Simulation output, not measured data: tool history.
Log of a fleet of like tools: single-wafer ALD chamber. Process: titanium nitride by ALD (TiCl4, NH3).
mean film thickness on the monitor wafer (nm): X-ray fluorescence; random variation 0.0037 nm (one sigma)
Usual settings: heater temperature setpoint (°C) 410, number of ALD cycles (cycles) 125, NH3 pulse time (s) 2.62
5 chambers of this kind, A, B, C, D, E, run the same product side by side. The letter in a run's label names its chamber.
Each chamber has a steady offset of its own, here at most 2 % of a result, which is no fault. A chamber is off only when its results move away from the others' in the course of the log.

run,hour,heater temperature setpoint (°C),number of ALD cycles (cycles),NH3 pulse time (s),hours since the last thermocouple change,"read-back reference wafer on the same gauge, thickness_nm",mean film thickness on the monitor wafer (nm)
1E,7.3,410,125,2.62,726.9,3.2299,2.7676
# hour 15.9: chamber B: thermocouple changed; heater temperature recalibrated
2B,19.2,410,125,2.62,3.3,3.2277,2.7786
3A,30.5,410,125,2.62,113.6,3.2292,2.8456
4C,41.8,410,125,2.62,713.5,3.2285,2.7847
5D,51.3,410,125,2.19,1621.6,3.229,2.7544
6E,63.7,410,125,2.19,783.3,3.2279,2.7503
7C,75.5,410,125,2.19,747.2,3.2261,2.7679
8D,85.4,410,125,2.19,1655.7,3.227,2.749
9A,94.7,410,125,2.19,177.8,3.2263,2.8213
10B,104.8,410,125,2.62,88.9,3.2256,2.7769
# hour 112.2: chamber D: thermocouple changed; heater temperature recalibrated
11C,118.4,410,125,2.14,790.1,3.2242,2.7667
12B,132.1,410,125,2.14,116.2,3.2235,2.7599
13E,140.3,410,125,2.14,859.9,3.2249,2.7503
14D,153.2,410,125,2.14,41,3.2256,2.7517
15A,160.9,410,125,2.14,244,3.2232,2.8132
16A,171.5,410,137,2.62,254.6,3.2228,3.0984
17D,183.4,410,137,2.62,71.2,3.2225,3.0276
18C,199.2,410,137,2.62,870.9,3.2212,3.0483
19B,209.4,410,137,2.62,193.5,3.221,3.0377
20E,224.9,410,137,2.62,944.5,3.2212,3.0239
21D,234.5,410,125,2.62,122.3,3.2207,2.7657
22C,248.1,410,125,2.62,919.8,3.2195,2.7834
23A,255.1,410,125,2.62,338.2,3.2198,2.8274
24B,270.7,410,125,2.62,254.8,3.2182,2.7733
25E,281.7,410,125,2.62,1001.3,3.2187,2.7605
26A,291.1,410,125,2.62,374.2,3.2175,2.8278
27B,307.1,410,125,2.62,291.2,3.2173,2.77
28C,319.4,410,125,2.62,991.1,3.2154,2.7755
29D,332.5,410,125,2.62,220.3,3.2164,2.7549
30E,344.7,410,125,2.62,1064.3,3.2174,2.7606
31C,355.4,410,125,2.62,1027.1,3.2147,2.7725
32A,370.6,410,125,2.62,453.7,3.2143,2.8169
33B,377.7,410,125,2.62,361.8,3.2149,2.7599
34E,389.1,410,125,2.62,1108.7,3.2147,2.7553
35D,402.8,410,125,2.08,290.6,3.2122,2.7318
36B,416,410,125,2.08,400.1,3.2129,2.7449

Is one chamber off against the others, does the gauge drift, or is nothing wrong? If a chamber is off, say which, and what the likeliest cause is.

The gauge drifts, so all chambers seem to drift together. No chamber is off.
Cause: gauge reads low (%) = 0.548.
